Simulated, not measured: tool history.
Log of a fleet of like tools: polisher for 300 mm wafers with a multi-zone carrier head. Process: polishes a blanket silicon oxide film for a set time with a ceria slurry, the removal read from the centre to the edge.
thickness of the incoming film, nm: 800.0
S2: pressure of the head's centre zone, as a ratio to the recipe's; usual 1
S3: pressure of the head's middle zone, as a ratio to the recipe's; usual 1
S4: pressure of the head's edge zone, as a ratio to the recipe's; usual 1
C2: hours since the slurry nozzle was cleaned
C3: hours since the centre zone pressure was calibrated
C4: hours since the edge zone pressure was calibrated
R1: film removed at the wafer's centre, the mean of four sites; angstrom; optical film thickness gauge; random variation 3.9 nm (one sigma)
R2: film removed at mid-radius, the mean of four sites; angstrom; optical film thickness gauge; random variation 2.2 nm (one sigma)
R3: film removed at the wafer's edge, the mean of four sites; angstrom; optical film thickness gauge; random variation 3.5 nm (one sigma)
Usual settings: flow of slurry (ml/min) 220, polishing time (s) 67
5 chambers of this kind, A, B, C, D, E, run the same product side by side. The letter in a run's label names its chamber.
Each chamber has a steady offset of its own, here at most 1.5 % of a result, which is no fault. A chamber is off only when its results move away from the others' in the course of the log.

Run 1E, hour 4.2: usual settings; wafers polished on this pad 1032; C2 72; C3 73.5; C4 465.2. Result: R1 2728.4 angstrom, R2 2623.3 angstrom, R3 2593.3 angstrom.
Run 2A, hour 7.8: usual settings; wafers polished on this pad 283; C2 153.8; C3 245.1; C4 1144. Result: R1 2665.5 angstrom, R2 2698.3 angstrom, R3 2646.3 angstrom.
At hour 11.5: chamber B: worn pad replaced by a new one.
Run 3B, hour 12: usual settings; wafers polished on this pad 7; C2 541.4; C3 67.2; C4 638. Result: R1 2674.2 angstrom, R2 2665.1 angstrom, R3 2589.5 angstrom.
At hour 15.2: chamber D: worn pad replaced by a new one.
Run 4D, hour 16.8: usual settings; wafers polished on this pad 21; C2 352.5; C3 859.2; C4 32.4. Result: R1 2668.1 angstrom, R2 2598.2 angstrom, R3 2604.8 angstrom.
Run 5C, hour 21.8: usual settings; wafers polished on this pad 1045; C2 245.1; C3 1399.3; C4 329. Result: R1 2651.1 angstrom, R2 2657.7 angstrom, R3 2674.5 angstrom.
Run 6C, hour 27: usual settings; wafers polished on this pad 1113; C2 250.3; C3 1404.5; C4 334.2. Result: R1 2628.4 angstrom, R2 2667.6 angstrom, R3 2676.5 angstrom.
At hour 28.6: chamber C: worn pad replaced by a new one.
Run 7B, hour 30.4: usual settings; wafers polished on this pad 247; C2 559.8; C3 85.6; C4 656.4. Result: R1 2648.2 angstrom, R2 2672.4 angstrom, R3 2623.6 angstrom.
At hour 31.7: chamber E: worn pad replaced by a new one.
At hour 32: chamber A: worn pad replaced by a new one.
Run 8E, hour 33.4: usual settings; wafers polished on this pad 22; C2 101.2; C3 102.7; C4 494.4. Result: R1 2689.8 angstrom, R2 2627.7 angstrom, R3 2633.6 angstrom.
Run 9A, hour 37.3: usual settings but flow of slurry (ml/min) 180, polishing time (s) 75; wafers polished on this pad 70; C2 183.3; C3 274.6; C4 1173.5. Result: R1 2806.5 angstrom, R2 2859.7 angstrom, R3 2874.7 angstrom.
Run 10D, hour 42.2: usual settings but flow of slurry (ml/min) 180, polishing time (s) 75; wafers polished on this pad 353; C2 377.9; C3 884.6; C4 57.8. Result: R1 2843.6 angstrom, R2 2890.6 angstrom, R3 2946.7 angstrom.
Run 11D, hour 45.6: usual settings but flow of slurry (ml/min) 180, polishing time (s) 75; wafers polished on this pad 397; C2 381.3; C3 888; C4 61.2. Result: R1 2921.3 angstrom, R2 2851.4 angstrom, R3 2818.9 angstrom.
Run 12B, hour 49.2: usual settings but flow of slurry (ml/min) 180, polishing time (s) 75; wafers polished on this pad 493; C2 578.6; C3 104.4; C4 675.2. Result: R1 2838.3 angstrom, R2 2883.6 angstrom, R3 2898.6 angstrom.
Run 13C, hour 52: usual settings but flow of slurry (ml/min) 180, polishing time (s) 75; wafers polished on this pad 305; C2 275.3; C3 1429.5; C4 359.2. Result: R1 2912.9 angstrom, R2 2881 angstrom, R3 2899 angstrom.
Run 14A, hour 56.7: usual settings; wafers polished on this pad 323; C2 202.7; C3 294; C4 1192.9. Result: R1 2668.3 angstrom, R2 2706 angstrom, R3 2646 angstrom.
At hour 59.8: chamber B: worn pad replaced by a new one.
Run 15E, hour 62.2: usual settings but polishing time (s) 52; wafers polished on this pad 398; C2 130; C3 131.5; C4 523.2. Result: R1 2045.1 angstrom, R2 2039.4 angstrom, R3 2058 angstrom.
At hour 65.5: chamber C: slurry nozzle cleaned.
Run 16C, hour 67.6: usual settings but polishing time (s) 52; wafers polished on this pad 509; C2 2.2; C3 1445.1; C4 374.8. Result: R1 2091 angstrom, R2 2053.9 angstrom, R3 2026.1 angstrom.
At hour 71.4: chamber A: worn pad replaced by a new one.
Run 17E, hour 72.1: usual settings but polishing time (s) 52; wafers polished on this pad 528; C2 139.9; C3 141.4; C4 533.1. Result: R1 2086.3 angstrom, R2 2050.4 angstrom, R3 2049.2 angstrom.
Run 18B, hour 78.4: usual settings but polishing time (s) 52; wafers polished on this pad 243; C2 607.8; C3 133.6; C4 704.4. Result: R1 2030.1 angstrom, R2 2078.5 angstrom, R3 2030.6 angstrom.
At hour 81.6: chamber C: edge zone pressure recalibrated.
At hour 83: chamber D: worn pad replaced by a new one.
Run 19D, hour 84.7: usual settings but polishing time (s) 52; wafers polished on this pad 23; C2 420.4; C3 927.1; C4 100.3. Result: R1 2100.7 angstrom, R2 2060.2 angstrom, R3 2115 angstrom.
Run 20A, hour 90: usual settings; wafers polished on this pad 243; C2 236; C3 327.3; C4 1226.2. Result: R1 2644.3 angstrom, R2 2646.8 angstrom, R3 2644.4 angstrom.
Run 21C, hour 93.5: usual settings; wafers polished on this pad 847; C2 28.1; C3 1471; C4 12. Result: R1 2671.9 angstrom, R2 2661.5 angstrom, R3 2715.8 angstrom.
Run 22D, hour 99.9: usual settings; wafers polished on this pad 221; C2 435.6; C3 942.3; C4 115.5. Result: R1 2680.1 angstrom, R2 2681.8 angstrom, R3 2635.5 angstrom.
Run 23E, hour 104.2: usual settings; wafers polished on this pad 947; C2 172; C3 173.5; C4 565.2. Result: R1 2683.4 angstrom, R2 2610.8 angstrom, R3 2652 angstrom.
At hour 105.1: chamber D: slurry nozzle cleaned.
At hour 108.3: chamber B: worn pad replaced by a new one.
Run 24B, hour 108.4: usual settings; wafers polished on this pad 1; C2 637.8; C3 163.6; C4 734.4. Result: R1 2662.6 angstrom, R2 2700.8 angstrom, R3 2585.9 angstrom.
At hour 109.1: chamber A: worn pad replaced by a new one.
At hour 111.5: chamber C: worn pad replaced by a new one.
Run 25A, hour 111.9: usual settings; wafers polished on this pad 37; C2 257.9; C3 349.2; C4 1248.1. Result: R1 2665.3 angstrom, R2 2719.5 angstrom, R3 2718.8 angstrom.
Run 26B, hour 116.9: usual settings; wafers polished on this pad 112; C2 646.3; C3 172.1; C4 742.9. Result: R1 2622.5 angstrom, R2 2657.1 angstrom, R3 2686.9 angstrom.
Run 27C, hour 122.8: usual settings but S2 1.07, S3 1.11; wafers polished on this pad 148; C2 57.4; C3 1500.3; C4 41.3. Result: R1 2847.4 angstrom, R2 2949.8 angstrom, R3 2653.2 angstrom.
Run 28A, hour 128: usual settings but S2 1.07, S3 1.11; wafers polished on this pad 247; C2 274; C3 365.3; C4 1264.2. Result: R1 2867.1 angstrom, R2 2952.2 angstrom, R3 2735.5 angstrom.
Run 29D, hour 131.4: usual settings but S2 1.07, S3 1.11; wafers polished on this pad 633; C2 26.4; C3 973.8; C4 147. Result: R1 2901.3 angstrom, R2 2890.1 angstrom, R3 2636.8 angstrom.
Run 30E, hour 137.6: usual settings but S2 1.07, S3 1.11; wafers polished on this pad 1383; C2 205.4; C3 206.9; C4 598.6. Result: R1 2926.4 angstrom, R2 2968.3 angstrom, R3 2671.9 angstrom.
Run 31D, hour 142.6: usual settings but S2 1.07, S3 1.11; wafers polished on this pad 779; C2 37.6; C3 985; C4 158.2. Result: R1 2835.6 angstrom, R2 2905.8 angstrom, R3 2626.1 angstrom.
At hour 145.6: chamber E: worn pad replaced by a new one.
Run 32C, hour 146.3: usual settings; wafers polished on this pad 455; C2 80.9; C3 1523.8; C4 64.8. Result: R1 2693.6 angstrom, R2 2636.1 angstrom, R3 2673 angstrom.
At hour 147: chamber A: worn pad replaced by a new one.
At hour 151: chamber B: edge zone pressure recalibrated.
Run 33A, hour 151.5: usual settings; wafers polished on this pad 58; C2 297.5; C3 388.8; C4 1287.7. Result: R1 2651 angstrom, R2 2670.3 angstrom, R3 2629 angstrom.
Run 34B, hour 158: usual settings; wafers polished on this pad 649; C2 687.4; C3 213.2; C4 7.1. Result: R1 2624.8 angstrom, R2 2689.7 angstrom, R3 2636.6 angstrom.
At hour 160.6: chamber B: worn pad replaced by a new one.
Run 35E, hour 163: usual settings; wafers polished on this pad 227; C2 230.8; C3 232.3; C4 624. Result: R1 2637.7 angstrom, R2 2637.5 angstrom, R3 2676.2 angstrom.
At hour 165.5: chamber E: slurry nozzle cleaned.
Run 36A, hour 165.9: usual settings; wafers polished on this pad 246; C2 311.9; C3 403.2; C4 1302.1. Result: R1 2592.1 angstrom, R2 2638.9 angstrom, R3 2656.6 angstrom.
Run 37E, hour 169.3: usual settings; wafers polished on this pad 310; C2 3.9; C3 238.6; C4 630.3. Result: R1 2714.7 angstrom, R2 2639.1 angstrom, R3 2619.5 angstrom.
Run 38B, hour 175.3: usual settings but S2 1.08, S4 0.93; wafers polished on this pad 192; C2 704.7; C3 230.5; C4 24.4. Result: R1 2845.4 angstrom, R2 2647.2 angstrom, R3 2579 angstrom.

Next, every chamber runs the same settings. What will each give?
Run 39A, hour 179.9: usual settings. Result: R1 ?, R2 ?, R3 ?.
Run 39B, hour 179.9: usual settings. Result: R1 ?, R2 ?, R3 ?.
Run 39C, hour 179.9: usual settings. Result: R1 ?, R2 ?, R3 ?.
Run 39D, hour 179.9: usual settings. Result: R1 ?, R2 ?, R3 ?.
Run 39E, hour 179.9: usual settings. Result: R1 ?, R2 ?, R3 ?.

run      R1      R2      R3
39A  2590.3  2669.7    2610
39B  2640.7  2663.9  2690.8
39C  2648.3  2678.2  2712.5
39D  2697.1  2669.2  2661.8
39E  2656.9  2641.4  2605.6

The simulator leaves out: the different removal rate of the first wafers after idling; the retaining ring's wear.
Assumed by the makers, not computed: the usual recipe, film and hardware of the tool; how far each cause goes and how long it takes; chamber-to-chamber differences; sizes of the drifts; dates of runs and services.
